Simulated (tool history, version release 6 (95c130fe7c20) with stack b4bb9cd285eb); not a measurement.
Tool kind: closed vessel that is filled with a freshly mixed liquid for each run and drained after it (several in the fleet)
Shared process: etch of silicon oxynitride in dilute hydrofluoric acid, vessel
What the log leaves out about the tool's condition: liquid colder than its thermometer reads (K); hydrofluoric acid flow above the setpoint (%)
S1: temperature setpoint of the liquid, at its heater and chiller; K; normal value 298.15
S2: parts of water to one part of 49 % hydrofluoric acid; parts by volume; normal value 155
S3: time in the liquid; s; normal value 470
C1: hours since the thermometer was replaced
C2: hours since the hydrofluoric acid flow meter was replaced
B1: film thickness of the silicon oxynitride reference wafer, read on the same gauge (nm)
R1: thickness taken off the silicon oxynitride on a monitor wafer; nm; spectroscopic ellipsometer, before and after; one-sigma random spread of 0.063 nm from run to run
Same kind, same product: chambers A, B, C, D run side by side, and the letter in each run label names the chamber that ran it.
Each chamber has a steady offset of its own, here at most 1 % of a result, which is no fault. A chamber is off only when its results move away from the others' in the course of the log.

run	hour	S1	S2	S3	C1	C2	B1	R1
1B	12.9	298.15	155	470	118.2	58.6	100.000	7.6397
2D	23.0	298.15	155	470	520.9	955.0	99.981	7.6965
3C	33.1	298.15	155	470	611.5	426.1	99.991	7.7173
4A	41.2	298.15	155	470	1250.0	1882.3	99.992	7.6311
5A	47.3	298.15	155	470	1256.1	1888.4	99.983	7.6148
6D	56.2	298.15	155	470	554.1	988.2	99.994	7.6159
7B	63.0	295.15	155	580	168.3	108.7	100.020	8.2222
8C	72.0	295.15	155	580	650.4	465.0	100.010	8.3281
9D	78.3	295.15	155	580	576.2	1010.3	99.978	8.3030
# hour 85.8: chamber A: hydrofluoric acid flow meter replaced
10A	86.6	295.15	155	580	1295.4	0.8	100.010	8.2144
11C	93.7	298.15	155	665	672.1	486.7	99.999	10.8890
12B	104.5	298.15	155	665	209.8	150.2	99.989	10.8700
13C	113.5	298.15	155	665	691.9	506.5	100.000	11.0530
14D	121.6	298.15	155	665	619.5	1053.6	100.000	10.9180
15B	133.8	298.15	155	720	239.1	179.5	100.010	11.5450
16A	145.5	298.15	155	720	1354.3	59.7	99.995	11.5310
# hour 149.0: chamber C: thermometer replaced
17D	155.5	298.15	155	720	653.4	1087.5	100.010	11.8530
18A	169.1	298.15	155	720	1377.9	83.3	100.010	11.7080
19B	177.9	298.15	155	470	283.2	223.6	100.000	7.4296
# hour 180.0: chamber D: hydrofluoric acid flow meter replaced
# hour 184.7: chamber C: hydrofluoric acid flow meter replaced
20C	188.6	298.15	155	470	39.7	3.9	99.998	7.7301
21B	200.8	298.15	155	470	306.1	246.5	99.999	7.4343
22A	209.8	298.15	155	470	1418.6	124.0	100.000	7.7308
23D	218.5	298.15	155	470	716.4	38.5	100.000	7.7653
24C	226.6	298.15	155	470	77.7	41.9	99.994	7.6453
25A	237.0	298.15	155	470	1445.8	151.2	99.986	7.5516
26D	244.9	298.15	155	470	742.8	64.9	99.987	7.7081
# hour 248.4: chamber A: thermometer replaced
27C	251.2	298.15	155	470	102.3	66.5	99.981	7.6881
28B	257.3	298.15	155	470	362.6	303.0	99.998	7.4621
29D	263.9	298.15	155	470	761.8	83.9	100.000	7.7734
30C	271.8	298.15	155	470	122.9	87.1	99.997	7.7035
31B	285.2	298.15	155	470	390.5	330.9	100.010	7.5326
32A	297.7	298.15	155	470	49.3	211.9	100.000	7.6007
33C	311.2	298.15	155	470	162.3	126.5	100.010	7.6492
34B	318.8	298.15	155	470	424.1	364.5	100.000	7.4257
35A	332.0	298.15	155	470	83.6	246.2	100.020	7.6209
36D	345.7	298.15	155	470	843.6	165.7	100.000	7.7074
37D	357.0	298.15	155	470	854.9	177.0	100.000	7.5625
38B	363.7	298.15	155	470	469.0	409.4	99.989	7.3835
39C	375.2	298.15	155	470	226.3	190.5	99.984	7.6467
40A	388.0	298.15	155	470	139.6	302.2	99.992	7.7023
41A	395.1	298.15	155	470	146.7	309.3	100.010	7.5015
42C	401.2	298.15	155	470	252.3	216.5	100.010	7.7316
43D	414.6	298.15	155	470	912.5	234.6	100.010	7.7719
44B	425.1	294.15	155	470	530.4	470.8	100.010	6.0544

For the next run the whole fleet of 4 chambers uses the same settings. Give each chamber's results:
45A	434.9	298.15	155	470				?
45B	434.9	298.15	155	470				?
45C	434.9	298.15	155	470				?
45D	434.9	298.15	155	470				?

run	R1
45A	7.6357
45B	7.2041
45C	7.7028
45D	7.7134
